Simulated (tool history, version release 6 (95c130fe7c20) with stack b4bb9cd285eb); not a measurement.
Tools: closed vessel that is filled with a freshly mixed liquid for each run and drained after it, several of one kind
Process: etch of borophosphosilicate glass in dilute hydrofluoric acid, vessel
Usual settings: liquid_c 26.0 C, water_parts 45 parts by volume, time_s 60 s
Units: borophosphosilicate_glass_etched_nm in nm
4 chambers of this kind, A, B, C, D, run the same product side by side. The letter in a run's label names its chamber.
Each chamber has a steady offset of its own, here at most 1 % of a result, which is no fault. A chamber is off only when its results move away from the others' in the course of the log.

run,hour,liquid_c,water_parts,time_s,hours since the thermometer was replaced,hours since the hydrofluoric acid flow meter was replaced,"read-back film thickness of the borophosphosilicate glass reference wafer, read on the same gauge (nm)",borophosphosilicate_glass_etched_nm
1B,4.7,26.0,45,60,655.3,375.4,109.99,53.724
2A,8.2,26.0,45,60,889.0,1374.4,109.99,54.396
3C,10.7,26.0,45,60,927.7,325.5,110.05,53.888
4D,15.6,26.0,45,60,49.7,707.7,109.99,53.769
5A,18.9,26.0,45,75,899.7,1385.1,109.99,68.344
6B,22.2,26.0,45,75,672.8,392.9,109.97,67.132
7C,27.0,26.0,45,75,944.0,341.8,110.01,66.530
8D,30.4,26.0,45,75,64.5,722.5,110.00,67.327
9C,34.2,26.0,45,60,951.2,349.0,110.01,54.264
10A,38.4,26.0,45,60,919.2,1404.6,110.01,54.988
11D,43.4,26.0,45,60,77.5,735.5,110.03,54.112
12B,46.3,26.0,45,60,696.9,417.0,109.99,53.467
13C,48.5,26.0,45,60,965.5,363.3,110.05,53.795
14D,52.1,26.0,45,60,86.2,744.2,109.99,53.632
15B,55.5,26.0,45,60,706.1,426.2,109.99,52.932
16A,58.4,26.0,45,60,939.2,1424.6,109.99,54.604
17D,62.8,26.0,45,60,96.9,754.9,110.00,53.641
18C,65.1,26.0,45,60,982.1,379.9,109.98,53.701
19B,67.5,26.0,45,60,718.1,438.2,110.00,52.643
20A,69.7,26.0,45,60,950.5,1435.9,110.00,54.793
21D,72.9,26.0,45,60,107.0,765.0,110.00,53.222
22C,76.7,30.0,45,60,993.7,391.5,110.01,63.713
23A,81.5,30.0,45,60,962.3,1447.7,109.98,63.621
24B,85.7,30.0,45,60,736.3,456.4,109.96,60.669
25C,90.5,30.0,45,60,1007.5,405.3,110.00,63.717
26D,94.7,26.0,45,60,128.8,786.8,109.99,53.774
27A,98.5,26.0,45,60,979.3,1464.7,110.02,54.734
28B,101.8,26.0,30,40,752.4,472.5,110.04,51.465
29D,105.9,26.0,30,40,140.0,798.0,109.99,55.316
30A,108.3,26.0,30,40,989.1,1474.5,110.02,55.282
31C,111.5,26.0,30,40,1028.5,426.3,110.01,55.343
32B,114.2,26.0,45,60,764.8,484.9,109.98,50.576
33A,118.5,22.0,25,60,999.3,1484.7,109.97,85.430
34D,122.3,22.0,25,60,156.4,814.4,110.00,85.279
35C,125.3,22.0,25,60,1042.3,440.1,109.97,84.784
36B,130.1,22.0,25,60,780.7,500.8,109.97,79.207

What goes on in this fleet: one chamber off, a drifting gauge, or nothing beyond the chambers' own small offsets? Name the chamber and the cause, if any.

Chamber B drifts away from the others.
Cause: hydrofluoric acid flow below the setpoint (%) = 7.91.
The log may not tell that from: liquid colder than its thermometer reads (K).

Here are 4 candidates for chamber B's next run, each the usual settings with a change, their results left as question marks. Which one brings its results back in line with what the others give on the usual settings?
In line means no further than this from the other chambers' mean on the usual settings: borophosphosilicate_glass_etched_nm 1.400 nm
37B-1,133.7,26.0,45,55,,,,?
37B-2,133.7,26.5,45,65,,,,?
37B-3,133.7,30.5,45,60,,,,?
37B-4,133.7,21.5,45,60,,,,?

The other chambers' mean on the usual settings: borophosphosilicate_glass_etched_nm 54.225 nm
run,borophosphosilicate_glass_etched_nm
37B-1,45.197
37B-2,54.506
37B-3,58.939
37B-4,40.982
37B-2 brings the chamber back in line.

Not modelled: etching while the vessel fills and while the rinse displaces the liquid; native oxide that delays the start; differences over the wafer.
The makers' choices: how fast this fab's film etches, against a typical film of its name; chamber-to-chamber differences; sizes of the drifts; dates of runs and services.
